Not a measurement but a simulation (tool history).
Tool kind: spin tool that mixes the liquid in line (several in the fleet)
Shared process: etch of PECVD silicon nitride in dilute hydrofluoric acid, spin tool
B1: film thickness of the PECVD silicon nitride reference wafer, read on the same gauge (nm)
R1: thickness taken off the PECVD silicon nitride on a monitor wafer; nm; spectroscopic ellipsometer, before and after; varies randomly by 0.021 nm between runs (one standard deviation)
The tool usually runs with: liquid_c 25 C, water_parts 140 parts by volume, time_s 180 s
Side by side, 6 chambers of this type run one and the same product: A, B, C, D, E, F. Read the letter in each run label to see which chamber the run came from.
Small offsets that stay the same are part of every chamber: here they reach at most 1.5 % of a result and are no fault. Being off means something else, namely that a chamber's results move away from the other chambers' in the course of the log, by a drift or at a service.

Run 1C, hour 7.6: usual settings; B1 90.056. Result: R1 5.0312 nm.
Run 2F, hour 14.8: usual settings; B1 90.042. Result: R1 4.9892 nm.
Run 3B, hour 19.9: usual settings; B1 90.037. Result: R1 5.0461 nm.
Run 4D, hour 28.4: usual settings; B1 89.997. Result: R1 5.046 nm.
Run 5A, hour 39.1: usual settings; B1 89.992. Result: R1 5.1006 nm.
Run 6E, hour 44.3: usual settings; B1 89.998. Result: R1 5.0678 nm.
Run 7B, hour 50.5: usual settings; B1 90.001. Result: R1 5.0599 nm.
Run 8D, hour 55.9: usual settings but water_parts 85 parts by volume, time_s 85 s; B1 89.97. Result: R1 3.8968 nm.
Run 9F, hour 65.9: usual settings but water_parts 85 parts by volume, time_s 85 s; B1 90.011. Result: R1 3.9251 nm.
Run 10A, hour 74.3: usual settings but water_parts 85 parts by volume, time_s 85 s; B1 90.002. Result: R1 3.8963 nm.
Run 11E, hour 82: usual settings but water_parts 85 parts by volume, time_s 85 s; B1 90.004. Result: R1 3.9134 nm.
Run 12C, hour 92.4: usual settings but water_parts 85 parts by volume, time_s 85 s; B1 90.018. Result: R1 3.933 nm.
Run 13C, hour 100: usual settings but water_parts 85 parts by volume, time_s 85 s; B1 90.003. Result: R1 3.9409 nm.
Run 14D, hour 110.7: usual settings; B1 89.972. Result: R1 4.9951 nm.
Run 15E, hour 117.9: usual settings; B1 89.994. Result: R1 5.0383 nm.
Run 16B, hour 129.3: usual settings but water_parts 75 parts by volume; B1 90.001. Result: R1 9.4193 nm.
Run 17A, hour 136.1: usual settings but water_parts 75 parts by volume; B1 90.049. Result: R1 9.333 nm.
Run 18F, hour 147.8: usual settings but water_parts 75 parts by volume; B1 90.01. Result: R1 9.3735 nm.
At hour 149.8: chamber B: hydrofluoric acid flow meter replaced.
Run 19A, hour 155.6: usual settings but water_parts 75 parts by volume; B1 89.941. Result: R1 9.3694 nm.
Run 20D, hour 167.3: usual settings but water_parts 75 parts by volume; B1 90.035. Result: R1 9.3333 nm.
Run 21F, hour 176.9: usual settings but water_parts 75 parts by volume; B1 89.982. Result: R1 9.3358 nm.
At hour 186.8: chamber C: hydrofluoric acid flow meter replaced.
Run 22B, hour 188.6: usual settings; B1 89.955. Result: R1 5.0225 nm.
Run 23E, hour 195: usual settings; B1 89.959. Result: R1 5.0616 nm.
Run 24C, hour 204.3: usual settings but water_parts 175 parts by volume; B1 89.988. Result: R1 4.0025 nm.
Run 25E, hour 212.2: usual settings but water_parts 175 parts by volume; B1 89.972. Result: R1 4.0337 nm.
Run 26D, hour 223.9: usual settings but water_parts 175 parts by volume; B1 89.951. Result: R1 4.0498 nm.
Run 27F, hour 234.4: usual settings but water_parts 175 parts by volume; B1 90.009. Result: R1 4.0308 nm.
At hour 236.2: chamber D: thermometer replaced.
Run 28C, hour 240.7: usual settings but water_parts 175 parts by volume; B1 90.011. Result: R1 4.0214 nm.
Run 29B, hour 249.6: usual settings but water_parts 175 parts by volume; B1 89.975. Result: R1 4.0368 nm.
Run 30A, hour 255.5: usual settings; B1 89.978. Result: R1 5.2318 nm.
Run 31C, hour 262.4: usual settings; B1 89.96. Result: R1 5.0016 nm.
Run 32F, hour 267.5: usual settings; B1 89.994. Result: R1 5.0348 nm.
Run 33D, hour 275.7: usual settings; B1 89.992. Result: R1 5.031 nm.
Run 34B, hour 286.8: usual settings but liquid_c 26.5 C; B1 89.992. Result: R1 5.5893 nm.
Run 35A, hour 293.4: usual settings but liquid_c 26.5 C; B1 90.03. Result: R1 5.8831 nm.
Run 36E, hour 303.5: usual settings but liquid_c 26.5 C; B1 89.982. Result: R1 5.5791 nm.
Run 37E, hour 314.2: usual settings but liquid_c 26.5 C; B1 90.003. Result: R1 5.5577 nm.
Run 38A, hour 319.7: usual settings but liquid_c 26.5 C; B1 90.002. Result: R1 5.8399 nm.
Run 39D, hour 328.2: usual settings but liquid_c 26.5 C; B1 89.988. Result: R1 5.5719 nm.
Run 40F, hour 333.8: usual settings; B1 90.008. Result: R1 5.0306 nm.
Run 41C, hour 341.1: usual settings but liquid_c 27.5 C, time_s 95 s; B1 89.979. Result: R1 3.0875 nm.

Is one chamber out of step, is the gauge drifting, or do the chambers differ by no more than their own small offsets? For an off chamber, give its letter and the likeliest cause.

One chamber, A, drifts off from the rest bit by bit.
Most likely cause: liquid hotter than its thermometer reads (K) = 0.956.
With only this log, it may be confused with: hydrofluoric acid flow above the setpoint (%).

Below are 4 candidate recipes for chamber A's next run, each the usual settings with a change, their results shown as question marks. Which of them brings A's results back in line with what the other chambers give on the usual settings?
In-line tolerance around the mean of the other chambers on the usual settings: R1 0.075 nm
Run 42A-1, hour 349.5: usual settings but liquid_c 25.5 C, water_parts 135 parts by volume. Result: R1 ?.
Run 42A-2, hour 349.5: usual settings but liquid_c 24.5 C, water_parts 145 parts by volume. Result: R1 ?.
Run 42A-3, hour 349.5: usual settings but time_s 185 s. Result: R1 ?.
Run 42A-4, hour 349.5: usual settings but time_s 175 s. Result: R1 ?.

Usual-settings mean across the other chambers: R1 5.0328 nm
  run      R1
42A-1  5.7829
42A-2   5.058
42A-3   5.557
42A-4  5.2567
42A-2 is the one that brings the chamber's results back in line with the other chambers.

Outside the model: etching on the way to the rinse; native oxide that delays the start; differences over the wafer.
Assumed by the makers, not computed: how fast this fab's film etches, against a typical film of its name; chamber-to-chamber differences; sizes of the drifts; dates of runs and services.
